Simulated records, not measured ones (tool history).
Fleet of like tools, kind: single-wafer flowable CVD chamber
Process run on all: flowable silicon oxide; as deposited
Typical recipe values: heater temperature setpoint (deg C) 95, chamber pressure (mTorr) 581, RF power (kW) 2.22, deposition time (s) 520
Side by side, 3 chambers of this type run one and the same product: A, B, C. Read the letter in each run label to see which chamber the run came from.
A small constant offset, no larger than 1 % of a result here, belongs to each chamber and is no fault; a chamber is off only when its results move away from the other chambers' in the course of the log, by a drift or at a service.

run	hour	heater temperature setpoint (deg C)	chamber pressure (mTorr)	RF power (kW)	deposition time (s)	read-back reference wafer on the same gauge, thickness_nm	mean film thickness on the monitor wafer (nm)
1C	5.2	95	581	2.22	520	207.01	246.23
2B	12.8	95	581	2.22	520	207	246.41
3A	19.3	95	581	2.22	520	207.19	244.42
4C	23.5	95	581	2.22	520	207.22	246.85
5A	27.9	95	581	2.22	520	207.23	244.87
6B	32.2	95	581	2.22	520	207.26	247.62
7A	36	95	581	2.22	520	207.3	245.02
8B	39.7	95	581	2.22	520	207.33	247.26
9C	45.9	95	581	2.22	520	207.29	247.08
10C	51.4	95	581	2.22	520	207.34	247.35
11A	58.6	95	581	2.22	520	207.44	244.9
12B	63.1	95	581	2.22	520	207.45	247.54
13C	68.6	95	581	2.22	520	207.52	247.74
14A	72.9	95	581	2.22	520	207.52	245.31
15B	77.6	95	581	2.22	520	207.54	247.75
16C	82.2	95	581	2.22	520	207.6	247.66
17B	85.7	95	636	1.795	520	207.65	268.96
18A	89.3	95	636	1.795	520	207.66	266.9
19C	93.9	95	636	1.795	520	207.7	268.96
20B	98.6	95	581	2.22	520	207.71	247.67
21A	104	95	581	1.975	520	207.72	240.45
# hour 107.5: chamber A: capacitance manometer re-zeroed and calibrated
22A	107.9	95	581	1.975	520	207.82	240.34
23C	115.1	95	581	1.975	520	207.83	242.29

Each of the 3 chambers runs these same settings next. Fill in every chamber's results:
24A	120.9	95	581	1.8	520		?
24B	120.9	95	581	1.8	520		?
24C	120.9	95	581	1.8	520		?

run	mean film thickness on the monitor wafer (nm)
24A	234.93
24B	237.83
24C	237.67
